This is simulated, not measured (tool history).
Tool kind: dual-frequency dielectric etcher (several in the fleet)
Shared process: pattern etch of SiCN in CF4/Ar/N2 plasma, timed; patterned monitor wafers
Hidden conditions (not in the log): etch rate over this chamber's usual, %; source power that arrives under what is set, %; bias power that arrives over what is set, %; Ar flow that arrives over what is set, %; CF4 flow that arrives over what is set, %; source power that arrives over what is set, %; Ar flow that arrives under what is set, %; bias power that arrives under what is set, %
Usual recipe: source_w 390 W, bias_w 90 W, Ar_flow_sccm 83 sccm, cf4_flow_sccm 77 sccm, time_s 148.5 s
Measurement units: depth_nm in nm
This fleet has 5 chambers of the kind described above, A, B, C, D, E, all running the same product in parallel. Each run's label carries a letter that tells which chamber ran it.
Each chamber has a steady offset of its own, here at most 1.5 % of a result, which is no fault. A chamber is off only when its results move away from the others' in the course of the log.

| run | hour | source_w | bias_w | Ar_flow_sccm | cf4_flow_sccm | time_s | hours since the last wet clean | hours since the last source power generator calibration | hours since the last bias power generator calibration | hours since the last Ar flow controller change | hours since the last CF4 flow controller change | read-back reference wafer on the same gauge, depth_nm | depth_nm |
|---|---|---|---|---|---|---|---|---|---|---|---|---|---|
| 1E | 5.4 | 390 | 90 | 83 | 77 | 148.5 | 415.6 | 851.3 | 515.5 | 3933.5 | 1325.7 | 124.05 | 125.45 |
| 2C | 9.5 | 390 | 90 | 83 | 77 | 148.5 | 274.5 | 1970.9 | 88.5 | 1673.7 | 3122.7 | 124.03 | 126.49 |
| 3D | 13.4 | 390 | 90 | 83 | 77 | 148.5 | 348.1 | 288.1 | 78.5 | 621 | 724.2 | 124.02 | 126.18 |
| 4A | 16.7 | 390 | 90 | 83 | 77 | 148.5 | 408.4 | 2965.2 | 969.6 | 3475.7 | 1895.9 | 124.03 | 129.02 |
| 5B | 19.7 | 390 | 90 | 83 | 77 | 148.5 | 201.2 | 1218.3 | 311.8 | 1286.6 | 1595.2 | 123.88 | 126.14 |
| 6D | 24.6 | 390 | 90 | 83 | 77 | 148.5 | 359.3 | 299.3 | 89.7 | 632.2 | 735.4 | 124.05 | 127.1 |
| 7B | 29.7 | 390 | 90 | 83 | 77 | 148.5 | 211.2 | 1228.3 | 321.8 | 1296.6 | 1605.2 | 123.98 | 125.97 |
| 8E | 32.7 | 390 | 90 | 83 | 77 | 148.5 | 442.9 | 878.6 | 542.8 | 3960.8 | 1353 | 124.03 | 125.93 |
| 9C | 38.1 | 390 | 90 | 83 | 77 | 148.5 | 303.1 | 1999.5 | 117.1 | 1702.3 | 3151.3 | 124.03 | 127.54 |
| 10A | 41.7 | 390 | 90 | 83 | 77 | 148.5 | 433.4 | 2990.2 | 994.6 | 3500.7 | 1920.9 | 124.03 | 128.85 |
| 11C | 44.8 | 390 | 90 | 102 | 86 | 148.5 | 309.8 | 2006.2 | 123.8 | 1709 | 3158 | 124.06 | 125.33 |
| 12B | 48.6 | 390 | 90 | 102 | 86 | 148.5 | 230.1 | 1247.2 | 340.7 | 1315.5 | 1624.1 | 124.1 | 124.21 |
| 13D | 54 | 390 | 90 | 102 | 86 | 148.5 | 388.7 | 328.7 | 119.1 | 661.6 | 764.8 | 124.07 | 125.85 |
| 14E | 56.7 | 390 | 90 | 102 | 86 | 148.5 | 466.9 | 902.6 | 566.8 | 3984.8 | 1377 | 124.04 | 124.79 |
|  | 60.5 | chamber A: wet clean of the chamber |
| 15A | 60.7 | 390 | 90 | 102 | 86 | 148.5 | 0.3 | 3009.2 | 1013.6 | 3519.7 | 1939.9 | 123.99 | 126.58 |
| 16E | 63.5 | 390 | 90 | 83 | 77 | 148.5 | 473.7 | 909.4 | 573.6 | 3991.6 | 1383.8 | 124 | 125.21 |
| 17A | 66.7 | 390 | 90 | 83 | 77 | 148.5 | 6.3 | 3015.2 | 1019.6 | 3525.7 | 1945.9 | 124.06 | 128.85 |
| 18C | 69.9 | 390 | 90 | 83 | 77 | 148.5 | 334.9 | 2031.3 | 148.9 | 1734.1 | 3183.1 | 123.98 | 128.03 |
| 19B | 75 | 390 | 90 | 83 | 77 | 148.5 | 256.5 | 1273.6 | 367.1 | 1341.9 | 1650.5 | 124.03 | 125.95 |
| 20D | 80.1 | 390 | 90 | 83 | 77 | 148.5 | 414.8 | 354.8 | 145.2 | 687.7 | 790.9 | 123.98 | 127.08 |
| 21C | 84.8 | 390 | 90 | 83 | 77 | 148.5 | 349.8 | 2046.2 | 163.8 | 1749 | 3198 | 124.06 | 127.72 |
|  | 88.6 | chamber C: source power generator calibrated |
| 22D | 89.2 | 390 | 90 | 83 | 77 | 148.5 | 423.9 | 363.9 | 154.3 | 696.8 | 800 | 124.09 | 127.42 |
| 23B | 94.3 | 390 | 90 | 83 | 77 | 148.5 | 275.8 | 1292.9 | 386.4 | 1361.2 | 1669.8 | 123.88 | 125.82 |
| 24A | 98.3 | 390 | 90 | 83 | 77 | 148.5 | 37.9 | 3046.8 | 1051.2 | 3557.3 | 1977.5 | 123.98 | 128.02 |
|  | 98.5 | chamber C: wet clean of the chamber |
| 25E | 102.4 | 390 | 90 | 83 | 77 | 148.5 | 512.6 | 948.3 | 612.5 | 4030.5 | 1422.7 | 123.91 | 125.9 |
| 26C | 105.8 | 390 | 90 | 83 | 77 | 148.5 | 7.3 | 17.2 | 184.8 | 1770 | 3219 | 124.08 | 132.03 |
| 27B | 110.1 | 390 | 99 | 83 | 77 | 148.5 | 291.6 | 1308.7 | 402.2 | 1377 | 1685.6 | 123.88 | 129.23 |
| 28D | 115.1 | 390 | 99 | 83 | 77 | 148.5 | 449.8 | 389.8 | 180.2 | 722.7 | 825.9 | 123.95 | 131.81 |
| 29A | 119.8 | 390 | 99 | 83 | 77 | 148.5 | 59.4 | 3068.3 | 1072.7 | 3578.8 | 1999 | 124.01 | 132.63 |
| 30E | 124.3 | 390 | 99 | 83 | 77 | 148.5 | 534.5 | 970.2 | 634.4 | 4052.4 | 1444.6 | 123.95 | 129.82 |
| 31E | 127 | 390 | 99 | 83 | 77 | 148.5 | 537.2 | 972.9 | 637.1 | 4055.1 | 1447.3 | 124.01 | 130.17 |
| 32D | 132 | 390 | 90 | 83 | 77 | 148.5 | 466.7 | 406.7 | 197.1 | 739.6 | 842.8 | 123.94 | 127.38 |
| 33A | 135.1 | 390 | 90 | 83 | 77 | 148.5 | 74.7 | 3083.6 | 1088 | 3594.1 | 2014.3 | 123.96 | 127.92 |
| 34C | 138.7 | 390 | 90 | 83 | 77 | 148.5 | 40.2 | 50.1 | 217.7 | 1802.9 | 3251.9 | 123.97 | 132.99 |
| 35B | 141.7 | 390 | 90 | 83 | 77 | 148.5 | 323.2 | 1340.3 | 433.8 | 1408.6 | 1717.2 | 123.99 | 125.36 |
| 36E | 145.4 | 330 | 90 | 83 | 77 | 148.5 | 555.6 | 991.3 | 655.5 | 4073.5 | 1465.7 | 124.07 | 108.75 |
| 37D | 149.8 | 330 | 90 | 83 | 77 | 148.5 | 484.5 | 424.5 | 214.9 | 757.4 | 860.6 | 124.1 | 110.63 |
| 38B | 152.3 | 330 | 90 | 83 | 77 | 148.5 | 333.8 | 1350.9 | 444.4 | 1419.2 | 1727.8 | 123.96 | 108.66 |
| 39C | 157.8 | 330 | 90 | 83 | 77 | 148.5 | 59.3 | 69.2 | 236.8 | 1822 | 3271 | 124.12 | 113.71 |
| 40A | 162.4 | 330 | 90 | 83 | 77 | 148.5 | 102 | 3110.9 | 1115.3 | 3621.4 | 2041.6 | 124.04 | 110.33 |

Which is it: a chamber that has drifted or been left off by a service, a gauge drift common to all chambers, or only each chamber's usual small offset? If a chamber is off, name it and its likeliest cause.

Chamber C has stood off from the others ever since a service on it.
Most likely cause: source power that arrives over what is set, % = 4.61.
It could be hard to tell apart here from: etch rate over this chamber's usual, %.

Below are 4 candidate recipes for chamber C's next run, each the usual settings with a change, their results shown as question marks. Which of them brings C's results back in line with what the other chambers give on the usual settings?
In line here means within this much of the mean the other chambers give on the usual settings: depth_nm 1.6 nm
| 41C-1 | 166.3 | 400 | 90 | 83 | 77 | 148.5 |  |  |  |  |  |  | ? |
| 41C-2 | 166.3 | 400 | 90 | 83 | 77 | 152 |  |  |  |  |  |  | ? |
| 41C-3 | 166.3 | 390 | 90 | 83 | 77 | 146 |  |  |  |  |  |  | ? |
| 41C-4 | 166.3 | 380 | 90 | 83 | 77 | 145 |  |  |  |  |  |  | ? |

Average result of the remaining chambers running the usual settings: depth_nm 126.76 nm
| run | depth_nm |
|---|---|
| 41C-1 | 135.35 |
| 41C-2 | 138.54 |
| 41C-3 | 130.11 |
| 41C-4 | 126.27 |
41C-4 puts the chamber back in line with the other chambers.

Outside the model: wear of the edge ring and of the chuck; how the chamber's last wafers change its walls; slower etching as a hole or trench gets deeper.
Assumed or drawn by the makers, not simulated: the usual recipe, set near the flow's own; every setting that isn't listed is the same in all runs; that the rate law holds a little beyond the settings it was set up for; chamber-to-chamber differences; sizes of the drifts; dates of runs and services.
